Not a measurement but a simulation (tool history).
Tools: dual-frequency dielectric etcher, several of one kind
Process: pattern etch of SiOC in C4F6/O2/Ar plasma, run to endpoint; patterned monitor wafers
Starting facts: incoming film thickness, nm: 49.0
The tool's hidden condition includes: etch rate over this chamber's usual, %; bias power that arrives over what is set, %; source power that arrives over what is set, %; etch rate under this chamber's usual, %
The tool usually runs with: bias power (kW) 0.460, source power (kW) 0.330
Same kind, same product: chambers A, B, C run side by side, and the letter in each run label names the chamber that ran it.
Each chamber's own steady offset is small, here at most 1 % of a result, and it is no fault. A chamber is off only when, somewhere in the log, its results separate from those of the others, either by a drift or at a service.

run,hour,bias power (kW),source power (kW),hours since the last wet clean,hours since the last bias power generator calibration,hours since the last source power generator calibration,endpoint time (s)
1B,6.8,0.460,0.330,244.0,2789.7,1570.1,18.221
2C,18.9,0.460,0.330,324.8,1159.5,2226.5,18.227
3A,31.7,0.460,0.330,35.8,1377.2,2594.9,18.346
4C,43.7,0.460,0.330,349.6,1184.3,2251.3,18.257
5A,55.4,0.460,0.330,59.5,1400.9,2618.6,18.400
6B,63.5,0.460,0.330,300.7,2846.4,1626.8,18.349
7C,77.5,0.543,0.360,383.4,1218.1,2285.1,16.700
8A,87.6,0.543,0.360,91.7,1433.1,2650.8,16.697
# hour 99.1: chamber A: source power generator calibrated
9B,102.1,0.543,0.360,339.3,2885.0,1665.4,16.582
10C,114.2,0.460,0.330,420.1,1254.8,2321.8,18.339
11A,121.7,0.460,0.330,125.8,1467.2,22.7,18.309
12B,136.9,0.460,0.330,374.1,2919.8,1700.2,18.367
13A,146.8,0.460,0.330,150.9,1492.3,47.8,18.416
14B,158.7,0.460,0.330,395.9,2941.6,1722.0,18.371
15C,172.0,0.460,0.330,477.9,1312.6,2379.6,18.427
16B,179.5,0.460,0.330,416.7,2962.4,1742.8,18.185
17A,191.9,0.460,0.330,196.0,1537.4,92.9,18.399
18C,206.5,0.460,0.330,512.4,1347.1,2414.1,18.633
19B,214.5,0.460,0.330,451.7,2997.4,1777.8,18.332
# hour 220.3: chamber B: wet clean of the chamber
20C,228.3,0.460,0.330,534.2,1368.9,2435.9,18.675
21A,239.1,0.460,0.330,243.2,1584.6,140.1,18.315
22A,251.0,0.460,0.330,255.1,1596.5,152.0,18.361
# hour 260.2: chamber C: bias power generator calibrated
23B,265.1,0.460,0.330,44.9,3048.0,1828.4,18.317
24C,278.3,0.460,0.330,584.2,18.1,2485.9,18.673
25B,293.2,0.460,0.330,73.0,3076.1,1856.5,18.313
26A,301.2,0.460,0.330,305.3,1646.7,202.2,18.282
27C,316.3,0.460,0.330,622.2,56.1,2523.9,18.810
28A,327.0,0.460,0.390,331.1,1672.5,228.0,17.330
29C,340.0,0.460,0.390,645.9,79.8,2547.6,17.646
30B,346.5,0.460,0.390,126.3,3129.4,1909.8,17.280
31B,353.9,0.460,0.330,133.7,3136.8,1917.2,18.258
32C,360.8,0.460,0.330,666.7,100.6,2568.4,18.913
33A,374.7,0.460,0.330,378.8,1720.2,275.7,18.248
34A,381.9,0.460,0.330,386.0,1727.4,282.9,18.417
35C,393.0,0.460,0.330,698.9,132.8,2600.6,18.982
# hour 395.6: chamber A: bias power generator calibrated
# hour 400.6: chamber A: wet clean of the chamber
36B,403.2,0.460,0.330,183.0,3186.1,1966.5,18.217
37B,417.0,0.460,0.330,196.8,3199.9,1980.3,18.304
38A,424.6,0.460,0.330,24.1,29.0,325.6,18.329
39C,438.4,0.460,0.330,744.3,178.2,2646.0,19.136
40B,447.5,0.460,0.330,227.3,3230.4,2010.8,18.269
41A,455.2,0.460,0.330,54.7,59.6,356.2,18.236
42C,469.7,0.460,0.330,775.6,209.5,2677.3,19.075
43B,484.4,0.460,0.330,264.2,3267.3,2047.7,18.259
44A,497.5,0.517,0.330,97.0,101.9,398.5,17.567

All 3 chambers run these settings next. Forecast each chamber's results:
45A,508.3,0.460,0.330,,,,?
45B,508.3,0.460,0.330,,,,?
45C,508.3,0.460,0.330,,,,?

run,endpoint time (s)
45A,18.538
45B,18.318
45C,19.221

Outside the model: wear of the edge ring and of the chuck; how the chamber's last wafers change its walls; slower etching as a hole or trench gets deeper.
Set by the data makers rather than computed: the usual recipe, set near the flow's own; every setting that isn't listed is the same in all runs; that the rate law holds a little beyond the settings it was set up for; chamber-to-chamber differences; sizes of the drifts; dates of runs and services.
